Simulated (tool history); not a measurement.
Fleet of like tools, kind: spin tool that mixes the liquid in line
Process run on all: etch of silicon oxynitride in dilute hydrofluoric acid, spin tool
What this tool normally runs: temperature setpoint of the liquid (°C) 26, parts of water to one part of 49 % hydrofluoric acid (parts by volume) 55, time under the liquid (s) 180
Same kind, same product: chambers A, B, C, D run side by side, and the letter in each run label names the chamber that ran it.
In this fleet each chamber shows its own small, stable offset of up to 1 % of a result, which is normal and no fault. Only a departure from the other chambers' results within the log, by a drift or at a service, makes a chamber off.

run   hour  temperature setpoint of the liquid (°C)  parts of water to one part of 49 % hydrofluoric acid (parts by volume)  time under the liquid (s)  hours since the thermometer was replaced  hours since the hydrofluoric acid flow meter was replaced  read-back film thickness of the silicon oxynitride reference wafer, read on the same gauge (nm)  thickness taken off the silicon oxynitride on a monitor wafer (angstrom)
 1D    5.8                                       26                                                                      55                        180                                    1641.7                                                      702.1                                                                                           100.03                                                                    88.805
 2C     11                                       26                                                                      55                        180                                    2269.8                                                      376.6                                                                                           99.994                                                                    90.209
 3A   14.9                                       26                                                                      55                        180                                    1015.2                                                      110.7                                                                                           99.996                                                                    90.878
 4B   19.6                                       26                                                                      55                        180                                     609.1                                                      598.1                                                                                           100.02                                                                    90.779
 5A   22.5                                       26                                                                      55                        180                                    1022.8                                                      118.3                                                                                           100.02                                                                     90.36
 6D     27                                       26                                                                      55                        180                                    1662.9                                                      723.3                                                                                           100.01                                                                    90.647
 7B   32.7                                       26                                                                      55                        180                                     622.2                                                      611.2                                                                                           99.987                                                                    90.478
 8C   35.6                                       26                                                                      55                        180                                    2294.4                                                      401.2                                                                                           99.981                                                                     91.41
 9A   39.1                                       26                                                                      55                         75                                    1039.4                                                      134.9                                                                                           100.01                                                                    37.963
      42.1  -- chamber C: hydrofluoric acid flow meter replaced
10C   44.2                                       26                                                                      55                         75                                      2303                                                        2.1                                                                                           99.977                                                                    38.043
11B   48.8                                       26                                                                      55                         75                                     638.3                                                      627.3                                                                                           99.934                                                                    37.063
12D   53.1                                       26                                                                      55                         75                                      1689                                                      749.4                                                                                              100                                                                    37.737
13B   56.1                                       26                                                                      55                        180                                     645.6                                                      634.6                                                                                           99.974                                                                    88.686
14D   60.8                                       26                                                                      55                        180                                    1696.7                                                      757.1                                                                                           99.997                                                                    87.684
15C   65.1                                       26                                                                      55                        180                                    2323.9                                                         23                                                                                           100.04                                                                    90.713
16A   67.9                                       26                                                                      55                        180                                    1068.2                                                      163.7                                                                                           99.978                                                                    91.405
17C   72.4                                       26                                                                      55                        180                                    2331.2                                                       30.3                                                                                           100.01                                                                    90.644
18B   75.5                                       26                                                                      55                        180                                       665                                                        654                                                                                           99.977                                                                     87.53
19A   79.3                                       26                                                                      55                        180                                    1079.6                                                      175.1                                                                                           100.04                                                                    89.974
20D   85.6                                       26                                                                      55                        180                                    1721.5                                                      781.9                                                                                            99.97                                                                    89.382
21D   91.3                                       26                                                                      55                        180                                    1727.2                                                      787.6                                                                                           99.942                                                                    88.574
22A   96.7                                       26                                                                      55                        180                                      1097                                                      192.5                                                                                           100.01                                                                    90.842
23B   99.9                                       26                                                                      55                        180                                     689.4                                                      678.4                                                                                           100.05                                                                    86.585
24C  105.1                                       26                                                                      55                        180                                    2363.9                                                         63                                                                                            99.98                                                                    89.413
25A  108.5                                       26                                                                      55                        180                                    1108.8                                                      204.3                                                                                           99.986                                                                    89.916
26C  113.6                                       26                                                                      55                        180                                    2372.4                                                       71.5                                                                                           99.954                                                                     91.47
27B  117.6                                       26                                                                      55                        180                                     707.1                                                      696.1                                                                                            99.93                                                                    85.242
28D  121.9                                       26                                                                      55                        180                                    1757.8                                                      818.2                                                                                           99.976                                                                     89.11
29B  125.8                                       26                                                                      55                        180                                     715.3                                                      704.3                                                                                           99.998                                                                    85.542
30C  130.2                                       26                                                                      55                        180                                      2389                                                       88.1                                                                                           99.994                                                                    90.531
31A  132.9                                     22.5                                                                      70                        180                                    1133.2                                                      228.7                                                                                           100.03                                                                    59.181
32D  137.9                                     22.5                                                                      70                        180                                    1773.8                                                      834.2                                                                                           99.996                                                                    58.719
33A  140.7                                     22.5                                                                      70                        180                                      1141                                                      236.5                                                                                           99.973                                                                    58.284
34C  146.6                                     22.5                                                                      70                        180                                    2405.4                                                      104.5                                                                                           100.01                                                                     59.49
     150.1  -- chamber B: hydrofluoric acid flow meter replaced
35B  152.6                                       26                                                                      55                        180                                     742.1                                                        2.5                                                                                            99.98                                                                    84.532
36D  156.4                                       26                                                                      55                        180                                    1792.3                                                      852.7                                                                                           100.01                                                                     87.45
       158  -- chamber C: thermometer replaced
37A  162.2                                       26                                                                      55                        180                                    1162.5                                                        258                                                                                            99.98                                                                     90.87
38B  167.5                                       26                                                                      55                        180                                       757                                                       17.4                                                                                           99.984                                                                    83.481
39C  173.4                                     24.5                                                                      40                        180                                      15.4                                                      131.3                                                                                           99.969                                                                    119.41
40D  178.3                                     24.5                                                                      40                        180                                    1814.2                                                      874.6                                                                                           99.978                                                                    114.44

Is one chamber off against the others, does the gauge drift, or is nothing wrong? If a chamber is off, say which, and what the likeliest cause is.

Chamber B drifts away from the others.
What lies behind it: liquid colder than its thermometer reads (K) = 1.89.

Chamber B could run next with any of the 4 candidate recipes listed below; each alters the usual settings, and their results appear as question marks. Which one brings its results back in line with what the other chambers deliver on the usual settings?
Counts as in line when no further than this from what the other chambers average on the usual settings: thickness taken off the silicon oxynitride on a monitor wafer (angstrom) 2.5
41B-1  182.8                                       26                                                                      55                        165                                                                                                                                                                                                                                                                               ?
41B-2  182.8                                       26                                                                      55                        185                                                                                                                                                                                                                                                                               ?
41B-3  182.8                                       26                                                                      55                        175                                                                                                                                                                                                                                                                               ?
41B-4  182.8                                       28                                                                      55                        180                                                                                                                                                                                                                                                                               ?

Other chambers, usual settings, mean: thickness taken off the silicon oxynitride on a monitor wafer (angstrom) 90.186
  run  thickness taken off the silicon oxynitride on a monitor wafer (angstrom)
41B-1                                                                    75.797
41B-2                                                                    84.985
41B-3                                                                    80.391
41B-4                                                                     90.97
The answer is 41B-4, which returns the chamber to within the allowed miss of the others.
